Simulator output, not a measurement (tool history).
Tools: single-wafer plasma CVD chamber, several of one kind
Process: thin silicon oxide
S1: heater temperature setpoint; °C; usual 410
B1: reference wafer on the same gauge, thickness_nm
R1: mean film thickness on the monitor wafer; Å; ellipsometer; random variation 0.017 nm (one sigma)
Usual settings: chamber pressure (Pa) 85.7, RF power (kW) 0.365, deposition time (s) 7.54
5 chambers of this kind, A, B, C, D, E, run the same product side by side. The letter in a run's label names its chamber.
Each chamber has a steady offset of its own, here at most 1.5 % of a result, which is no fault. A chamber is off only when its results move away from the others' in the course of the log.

run 1D day=0.171 | S1=410 chamber_pressure_(Pa)=85.7 RF_power_(kW)=0.365 deposition_time_(s)=7.54 | B1=13.601 | R1=118.66
run 2A day=0.429 | S1=410 chamber_pressure_(Pa)=85.7 RF_power_(kW)=0.365 deposition_time_(s)=7.54 | B1=13.605 | R1=118.27
run 3C day=0.583 | S1=410 chamber_pressure_(Pa)=85.7 RF_power_(kW)=0.365 deposition_time_(s)=7.54 | B1=13.604 | R1=120.32
run 4E day=0.833 | S1=410 chamber_pressure_(Pa)=85.7 RF_power_(kW)=0.365 deposition_time_(s)=7.54 | B1=13.608 | R1=118.83
run 5B day=1.075 | S1=410 chamber_pressure_(Pa)=85.7 RF_power_(kW)=0.365 deposition_time_(s)=7.54 | B1=13.613 | R1=118.6
run 6D day=1.25 | S1=410 chamber_pressure_(Pa)=85.7 RF_power_(kW)=0.365 deposition_time_(s)=7.54 | B1=13.61 | R1=118.84
run 7C day=1.446 | S1=410 chamber_pressure_(Pa)=85.7 RF_power_(kW)=0.365 deposition_time_(s)=7.54 | B1=13.618 | R1=120.43
run 8A day=1.708 | S1=397 chamber_pressure_(Pa)=85.7 RF_power_(kW)=0.365 deposition_time_(s)=8.56 | B1=13.621 | R1=135.35
run 9E day=1.954 | S1=397 chamber_pressure_(Pa)=85.7 RF_power_(kW)=0.365 deposition_time_(s)=8.56 | B1=13.619 | R1=136.28
run 10B day=2.183 | S1=397 chamber_pressure_(Pa)=85.7 RF_power_(kW)=0.365 deposition_time_(s)=8.56 | B1=13.625 | R1=135.54
run 11C day=2.358 | S1=397 chamber_pressure_(Pa)=85.7 RF_power_(kW)=0.365 deposition_time_(s)=8.56 | B1=13.625 | R1=137.69
run 12A day=2.525 | S1=397 chamber_pressure_(Pa)=85.7 RF_power_(kW)=0.365 deposition_time_(s)=8.56 | B1=13.624 | R1=135.58
run 13E day=2.771 | S1=410 chamber_pressure_(Pa)=85.7 RF_power_(kW)=0.365 deposition_time_(s)=7.54 | B1=13.632 | R1=118.98
run 14D day=2.983 | S1=410 chamber_pressure_(Pa)=85.7 RF_power_(kW)=0.365 deposition_time_(s)=7.54 | B1=13.631 | R1=119.11
run 15B day=3.138 | S1=410 chamber_pressure_(Pa)=85.7 RF_power_(kW)=0.365 deposition_time_(s)=7.54 | B1=13.632 | R1=118.83
run 16B day=3.271 | S1=410 chamber_pressure_(Pa)=85.7 RF_power_(kW)=0.365 deposition_time_(s)=7.54 | B1=13.639 | R1=119.2
run 17A day=3.429 | S1=410 chamber_pressure_(Pa)=85.7 RF_power_(kW)=0.365 deposition_time_(s)=7.54 | B1=13.639 | R1=118.5
run 18E day=3.583 | S1=410 chamber_pressure_(Pa)=85.7 RF_power_(kW)=0.365 deposition_time_(s)=7.54 | B1=13.641 | R1=119.15
run 19D day=3.842 | S1=410 chamber_pressure_(Pa)=85.7 RF_power_(kW)=0.365 deposition_time_(s)=7.54 | B1=13.637 | R1=119.01
run 20C day=4.071 | S1=410 chamber_pressure_(Pa)=85.7 RF_power_(kW)=0.365 deposition_time_(s)=7.54 | B1=13.645 | R1=120.46
run 21D day=4.233 | S1=410 chamber_pressure_(Pa)=66.1 RF_power_(kW)=0.365 deposition_time_(s)=7.54 | B1=13.649 | R1=89.521
run 22A day=4.429 | S1=410 chamber_pressure_(Pa)=66.1 RF_power_(kW)=0.365 deposition_time_(s)=7.54 | B1=13.647 | R1=89.336
run 23C day=4.571 | S1=410 chamber_pressure_(Pa)=66.1 RF_power_(kW)=0.365 deposition_time_(s)=7.54 | B1=13.648 | R1=90.265
run 24B day=4.771 | S1=410 chamber_pressure_(Pa)=66.1 RF_power_(kW)=0.365 deposition_time_(s)=7.54 | B1=13.651 | R1=89.255
run 25E day=4.912 | S1=410 chamber_pressure_(Pa)=66.1 RF_power_(kW)=0.365 deposition_time_(s)=7.54 | B1=13.65 | R1=89.496
run 26C day=5.154 | S1=410 chamber_pressure_(Pa)=85.7 RF_power_(kW)=0.365 deposition_time_(s)=7.54 | B1=13.66 | R1=120.83
run 27D day=5.375 | S1=410 chamber_pressure_(Pa)=85.7 RF_power_(kW)=0.365 deposition_time_(s)=7.54 | B1=13.658 | R1=119.43
-- day=5.433 chamber D: capacitance manometer re-zeroed and calibrated
run 28B day=5.492 | S1=410 chamber_pressure_(Pa)=85.7 RF_power_(kW)=0.365 deposition_time_(s)=7.54 | B1=13.662 | R1=118.96
run 29A day=5.679 | S1=410 chamber_pressure_(Pa)=85.7 RF_power_(kW)=0.365 deposition_time_(s)=7.54 | B1=13.663 | R1=118.51
run 30E day=5.854 | S1=410 chamber_pressure_(Pa)=85.7 RF_power_(kW)=0.365 deposition_time_(s)=7.54 | B1=13.667 | R1=119.68
run 31C day=6.075 | S1=410 chamber_pressure_(Pa)=85.7 RF_power_(kW)=0.365 deposition_time_(s)=7.54 | B1=13.667 | R1=120.83
run 32A day=6.279 | S1=410 chamber_pressure_(Pa)=85.7 RF_power_(kW)=0.365 deposition_time_(s)=7.54 | B1=13.667 | R1=118.86
run 33E day=6.508 | S1=410 chamber_pressure_(Pa)=85.7 RF_power_(kW)=0.365 deposition_time_(s)=7.54 | B1=13.67 | R1=119.27
run 34D day=6.771 | S1=410 chamber_pressure_(Pa)=85.7 RF_power_(kW)=0.365 deposition_time_(s)=7.54 | B1=13.669 | R1=119.61
run 35B day=6.971 | S1=410 chamber_pressure_(Pa)=85.7 RF_power_(kW)=0.365 deposition_time_(s)=7.54 | B1=13.675 | R1=119.14
run 36B day=7.175 | S1=410 chamber_pressure_(Pa)=85.7 RF_power_(kW)=0.365 deposition_time_(s)=7.54 | B1=13.671 | R1=119.04

Next, every chamber runs the same settings. What will each give?
run 37A day=7.362 | S1=410 chamber_pressure_(Pa)=85.7 RF_power_(kW)=0.365 deposition_time_(s)=7.54 | R1=?
run 37B day=7.362 | S1=410 chamber_pressure_(Pa)=85.7 RF_power_(kW)=0.365 deposition_time_(s)=7.54 | R1=?
run 37C day=7.362 | S1=410 chamber_pressure_(Pa)=85.7 RF_power_(kW)=0.365 deposition_time_(s)=7.54 | R1=?
run 37D day=7.362 | S1=410 chamber_pressure_(Pa)=85.7 RF_power_(kW)=0.365 deposition_time_(s)=7.54 | R1=?
run 37E day=7.362 | S1=410 chamber_pressure_(Pa)=85.7 RF_power_(kW)=0.365 deposition_time_(s)=7.54 | R1=?

run=37A R1=118.6
run=37B R1=119.37
run=37C R1=120.76
run=37D R1=119.39
run=37E R1=119.35

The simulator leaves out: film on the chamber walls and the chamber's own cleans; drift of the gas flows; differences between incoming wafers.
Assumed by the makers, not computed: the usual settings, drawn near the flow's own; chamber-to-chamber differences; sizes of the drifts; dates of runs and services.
